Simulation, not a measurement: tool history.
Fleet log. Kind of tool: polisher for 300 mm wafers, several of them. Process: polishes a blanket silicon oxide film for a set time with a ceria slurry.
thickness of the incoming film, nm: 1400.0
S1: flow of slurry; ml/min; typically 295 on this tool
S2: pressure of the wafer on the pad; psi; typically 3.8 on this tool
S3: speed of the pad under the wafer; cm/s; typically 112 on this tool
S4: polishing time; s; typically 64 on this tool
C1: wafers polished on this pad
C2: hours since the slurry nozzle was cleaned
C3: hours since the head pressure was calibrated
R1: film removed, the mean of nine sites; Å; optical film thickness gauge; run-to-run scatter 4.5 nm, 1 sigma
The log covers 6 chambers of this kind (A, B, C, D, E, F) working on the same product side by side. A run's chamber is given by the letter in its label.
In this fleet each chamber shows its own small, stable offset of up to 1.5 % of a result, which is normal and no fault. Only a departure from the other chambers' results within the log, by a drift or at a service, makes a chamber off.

run     day   S1   S2   S3  S4    C1     C2      C3      R1
      0.046  -- chamber D: worn pad replaced by a new one
 1D   0.362  295  3.8  112  64    72   96.0   277.5  4047.9
      0.588  -- chamber A: head pressure recalibrated
 2F   0.596  295  3.8  112  64   333   26.8   343.4  3996.1
 3B   0.842  295  3.8  112  64   492  269.4  1349.9  4031.0
 4E   1.171  295  3.8  112  64   386  142.5   542.3  3987.6
      1.229  -- chamber B: worn pad replaced by a new one
 5C   1.392  295  3.8  112  64  1248  342.6   416.1  4040.2
      1.533  -- chamber A: worn pad replaced by a new one
 6A   1.654  295  3.8  112  64    27  304.4    25.7  4075.4
      1.808  -- chamber B: head pressure recalibrated
 7B   1.950  295  3.1  112  64   163  296.0     3.5  3182.0
 8E   2.183  295  3.1  112  64   616  166.8   566.6  3274.0
      2.338  -- chamber C: worn pad replaced by a new one
 9F   2.546  295  3.1  112  64   776   73.6   390.2  3242.2
      2.588  -- chamber C: slurry nozzle cleaned
10C   2.825  295  3.1  112  64   111    5.8   450.5  3270.9
11D   3.183  295  3.1  112  64   712  163.7   345.2  3245.2
      3.317  -- chamber D: worn pad replaced by a new one
12A   3.475  295  3.1  112  64   441  348.1    69.4  3303.4
      3.600  -- chamber B: worn pad replaced by a new one
13C   3.696  295  3.8  112  64   309   26.7   471.4  4025.5
14D   4.054  295  3.8  112  64   167  184.6   366.1  4008.0
      4.117  -- chamber E: worn pad replaced by a new one
15F   4.333  295  3.8   80  54  1181  116.5   433.1  2384.0
16A   4.546  295  3.8   80  54   684  373.8    95.1  2505.5
17B   4.762  295  3.8   80  54   264  363.5    71.0  2417.8
18E   5.025  295  3.8   80  54   206  235.0   634.8  2371.4
19F   5.267  295  3.8   80  54  1393  138.9   455.5  2433.1
20C   5.450  295  3.8   80  54   707   68.8   513.5  2428.1
      5.712  -- chamber F: worn pad replaced by a new one
21A   5.783  295  3.8  112  64   965  403.5   124.8  4059.6
      6.012  -- chamber E: head pressure recalibrated
22D   6.058  295  3.8  112  64   622  232.7   414.2  3948.0
23B   6.412  295  3.8  112  64   639  403.1   110.6  3936.5
      6.438  -- chamber B: worn pad replaced by a new one
24E   6.583  295  2.6   74  64   560  272.4    13.8  1944.9
25B   6.758  295  2.6   74  64    73  411.4   118.9  1790.2
26E   6.988  295  2.6   74  64   652  282.1    23.5  1907.8
      7.050  -- chamber D: worn pad replaced by a new one
27C   7.258  295  2.6   74  64  1117  112.2   556.9  1829.7
28D   7.562  295  2.6   74  64   116  268.8   450.3  1794.9
      7.729  -- chamber A: worn pad replaced by a new one
29F   7.825  295  2.6   74  64   480  200.3   516.9  1799.0
30A   7.992  295  3.8  112  64    60  456.5   177.8  4102.3
      8.296  -- chamber E: worn pad replaced by a new one
31B   8.321  295  3.8  112  64   428  448.9   156.4  3959.7
32D   8.688  295  3.8  112  64   372  295.8   477.3  3957.5
      8.725  -- chamber C: worn pad replaced by a new one
33C   8.875  295  3.8  112  64    34  151.0   595.7  4042.0
      8.888  -- chamber F: slurry nozzle cleaned
34E   9.167  295  3.8  112  64   198  334.4    75.8  4322.2
35A   9.479  295  3.8  112  64   397  492.2   213.5  4100.1
36F   9.675  295  3.8  112  64   900   19.0   561.3  3983.8
37E   9.938  370  3.8  150  64   373  352.9    94.3  5838.6
38F  10.175  370  3.8  150  64  1013   31.0   573.3  5523.1
39D  10.442  370  3.8  150  64   770  337.9   519.4  5410.3
40A  10.767  370  3.8  150  64   690  523.1   244.4  5675.4

Is one chamber off against the others, does the gauge drift, or is nothing wrong? If a chamber is off, say which, and what the likeliest cause is.

A service on chamber E put it out of line with the rest.
What lies behind it: head's pressure above its setpoint, % = 8.06.

Here are 4 candidates for chamber E's next run, each the usual settings with a change, their results left as question marks. Which one brings its results back in line with what the others give on the usual settings?
To be in line, a result may differ from the other chambers' mean on the usual settings by at most: R1 160.0 Å
41E-1  11.033  295  3.8  104  60               ?
41E-2  11.033  295  3.8  120  68               ?
41E-3  11.033  295  3.7  112  62               ?
41E-4  11.033  295  3.9  114  65               ?

On the usual settings, the other chambers give on average: R1 4033.3 Å
  run      R1
41E-1  3748.2
41E-2  4912.0
41E-3  4065.0
41E-4  4575.6
41E-3 puts the chamber back in line with the other chambers.

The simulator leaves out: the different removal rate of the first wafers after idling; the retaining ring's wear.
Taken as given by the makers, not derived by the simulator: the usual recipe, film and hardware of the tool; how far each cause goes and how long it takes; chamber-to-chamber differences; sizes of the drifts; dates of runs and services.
